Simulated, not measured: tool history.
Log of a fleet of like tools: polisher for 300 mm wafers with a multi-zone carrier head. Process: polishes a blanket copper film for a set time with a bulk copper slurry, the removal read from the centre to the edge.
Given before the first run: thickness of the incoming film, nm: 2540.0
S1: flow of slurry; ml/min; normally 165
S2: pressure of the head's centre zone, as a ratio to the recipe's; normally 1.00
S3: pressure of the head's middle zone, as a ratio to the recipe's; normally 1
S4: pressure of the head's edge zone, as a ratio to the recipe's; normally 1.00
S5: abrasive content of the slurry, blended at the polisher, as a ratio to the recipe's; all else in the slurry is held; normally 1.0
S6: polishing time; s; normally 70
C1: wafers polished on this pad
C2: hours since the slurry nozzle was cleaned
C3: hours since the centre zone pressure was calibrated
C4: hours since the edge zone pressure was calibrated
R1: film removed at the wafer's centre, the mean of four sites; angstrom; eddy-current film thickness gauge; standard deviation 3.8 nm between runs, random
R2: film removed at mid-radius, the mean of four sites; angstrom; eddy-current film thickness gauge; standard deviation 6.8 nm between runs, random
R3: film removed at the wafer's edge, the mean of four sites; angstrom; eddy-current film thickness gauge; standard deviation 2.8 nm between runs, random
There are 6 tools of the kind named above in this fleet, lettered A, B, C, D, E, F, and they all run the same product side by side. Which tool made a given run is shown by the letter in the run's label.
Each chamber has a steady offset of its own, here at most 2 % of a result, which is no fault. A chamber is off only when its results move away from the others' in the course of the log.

run,hour,S1,S2,S3,S4,S5,S6,C1,C2,C3,C4,R1,R2,R3
1E,2.9,165,1.00,1,1.00,1.0,70,223,87.7,634.6,313.0,4461.8,4521.1,4499.0
# hour 3.2: chamber B: worn pad replaced by a new one
# hour 3.6: chamber F: slurry nozzle cleaned
2B,6.8,165,1.00,1,1.00,1.0,70,29,358.1,743.4,1025.9,4494.6,4765.2,4491.2
3C,10.2,165,1.00,1,1.00,1.0,70,805,295.5,314.7,111.6,4481.5,4501.3,4536.0
4A,15.7,165,1.00,1,1.00,1.0,70,598,430.0,278.8,699.9,4503.6,4689.7,4576.3
5D,19.1,165,1.00,1,1.00,1.0,70,669,224.7,211.0,295.1,4539.7,4478.8,4461.3
# hour 22.9: chamber B: slurry nozzle cleaned
6F,24.3,165,1.00,1,1.00,1.0,70,654,20.7,794.1,589.4,4569.9,4618.8,4513.0
7C,29.8,165,1.00,1,1.00,1.0,70,964,315.1,334.3,131.2,4539.7,4553.2,4578.6
# hour 30.6: chamber E: worn pad replaced by a new one
8E,35.1,165,1.00,1,1.00,1.0,70,37,119.9,666.8,345.2,4481.8,4491.5,4470.8
9F,38.6,165,1.00,1,1.00,1.0,70,770,35.0,808.4,603.7,4430.0,4581.3,4475.0
# hour 38.7: chamber F: worn pad replaced by a new one
# hour 39.2: chamber A: worn pad replaced by a new one
# hour 43.9: chamber D: worn pad replaced by a new one
10B,44.2,165,1.00,1,1.00,1.0,70,332,21.4,780.8,1063.3,4570.3,4635.3,4533.3
# hour 47.4: chamber C: worn pad replaced by a new one
11A,48.9,165,1.00,1,1.00,1.0,70,78,463.2,312.0,733.1,4521.7,4496.8,4566.6
12D,52.4,165,1.00,1,1.00,1.0,70,69,258.0,244.3,328.4,4462.1,4474.7,4437.7
13E,55.6,165,1.00,1,1.00,1.0,77,203,140.4,687.3,365.7,4904.0,4992.1,4954.0
14D,59.0,165,1.00,1,1.00,1.0,77,122,264.6,250.9,335.0,4828.0,4915.4,4965.1
# hour 62.5: chamber B: edge zone pressure recalibrated
15F,62.7,165,1.00,1,1.00,1.0,77,195,59.1,832.5,627.8,4951.0,4982.3,4906.1
16A,68.2,165,1.00,1,1.00,1.0,77,235,482.5,331.3,752.4,4993.5,4955.0,5054.3
17B,74.3,165,1.00,1,1.00,1.0,77,576,51.5,810.9,11.9,5054.2,4962.0,4967.6
# hour 77.9: chamber A: edge zone pressure recalibrated
18C,78.1,165,1.00,1,1.00,1.0,77,249,363.4,382.6,179.5,4962.6,4977.1,4997.4
19F,81.1,165,1.00,1,1.08,1.0,70,344,77.5,850.9,646.2,4493.3,4527.2,4665.7
20A,84.4,165,1.00,1,1.08,1.0,70,366,498.7,347.5,6.5,4430.9,4540.4,4735.4
# hour 87.1: chamber B: worn pad replaced by a new one
21C,87.4,165,1.00,1,1.08,1.0,70,324,372.7,391.9,188.8,4492.2,4623.5,4701.7
# hour 88.3: chamber E: edge zone pressure recalibrated
22D,93.1,165,1.00,1,1.08,1.0,70,398,298.7,285.0,369.1,4341.3,4406.0,4551.4
# hour 93.7: chamber E: worn pad replaced by a new one
23B,98.6,165,1.00,1,1.08,1.0,70,93,75.8,835.2,36.2,4508.8,4670.2,4780.7
# hour 99.4: chamber A: slurry nozzle cleaned
24E,102.5,165,1.00,1,1.08,1.0,70,71,187.3,734.2,14.2,4454.9,4413.6,4686.3
25B,106.4,165,1.00,1,1.00,1.0,70,156,83.6,843.0,44.0,4606.1,4618.9,4483.8
26F,111.7,165,1.00,1,1.00,1.0,70,592,108.1,881.5,676.8,4483.2,4493.3,4513.1
27E,116.7,165,1.00,1,1.00,1.0,70,186,201.5,748.4,28.4,4461.7,4472.1,4468.4
28A,120.4,165,1.00,1,1.00,1.0,70,658,21.0,383.5,42.5,4532.4,4498.3,4511.6
29C,125.9,165,1.00,1,1.00,1.0,70,636,411.2,430.4,227.3,4586.2,4699.9,4488.9
30D,131.0,165,1.00,1,1.00,1.0,70,705,336.6,322.9,407.0,4266.7,4272.3,4275.9
31A,136.4,165,1.00,1,1.00,1.0,70,787,37.0,399.5,58.5,4518.1,4395.9,4601.6
32D,139.8,165,1.00,1,1.00,1.0,70,777,345.4,331.7,415.8,4169.5,4128.6,4264.1
# hour 143.6: chamber F: worn pad replaced by a new one
33B,144.6,165,1.00,1,1.00,1.0,70,465,121.8,881.2,82.2,4552.2,4658.9,4571.7
34F,148.2,165,1.00,1,1.00,1.0,70,37,144.6,918.0,713.3,4443.5,4600.7,4509.3
35C,151.6,165,1.08,1,1.00,0.8,70,844,436.9,456.1,253.0,4595.2,4403.4,4381.0
36E,155.1,165,1.08,1,1.00,0.8,70,497,239.9,786.8,66.8,4570.4,4291.4,4273.1
37D,158.2,165,1.08,1,1.00,0.8,70,926,363.8,350.1,434.2,4223.8,4010.6,4066.0
38F,164.6,165,1.08,1,1.00,0.8,70,170,161.0,934.4,729.7,4633.4,4431.3,4246.3

What goes on in this fleet: one chamber off, a drifting gauge, or nothing beyond the chambers' own small offsets? Name the chamber and the cause, if any.

It is chamber D that slowly wanders off from its peers.
What lies behind it: slurry flow missing at the pad, % = 33.4.

Below are 4 candidate recipes for chamber D's next run, each the usual settings with a change, their results shown as question marks. Which of them brings D's results back in line with what the other chambers give on the usual settings?
To be in line, a result may differ from the other chambers' mean on the usual settings by at most: R1 130.0 angstrom; R2 240.0 angstrom; R3 99.0 angstrom
39D-1,169.3,170,1.01,1.01,0.99,1.0,73,,,,,?,?,?
39D-2,169.3,170,1.02,1.02,0.99,1.0,75,,,,,?,?,?
39D-3,169.3,160,0.99,0.99,1.01,1.0,67,,,,,?,?,?
39D-4,169.3,160,0.98,0.98,1.01,1.0,65,,,,,?,?,?

On the usual settings, the other chambers give on average: R1 4493.6 angstrom; R2 4544.4 angstrom; R3 4521.9 angstrom
run,R1,R2,R3
39D-1,4292.4,4363.6,4347.5
39D-2,4457.7,4523.8,4466.0
39D-3,3787.7,3872.5,3990.9
39D-4,3634.0,3722.1,3872.4
39D-2 brings the chamber back in line.
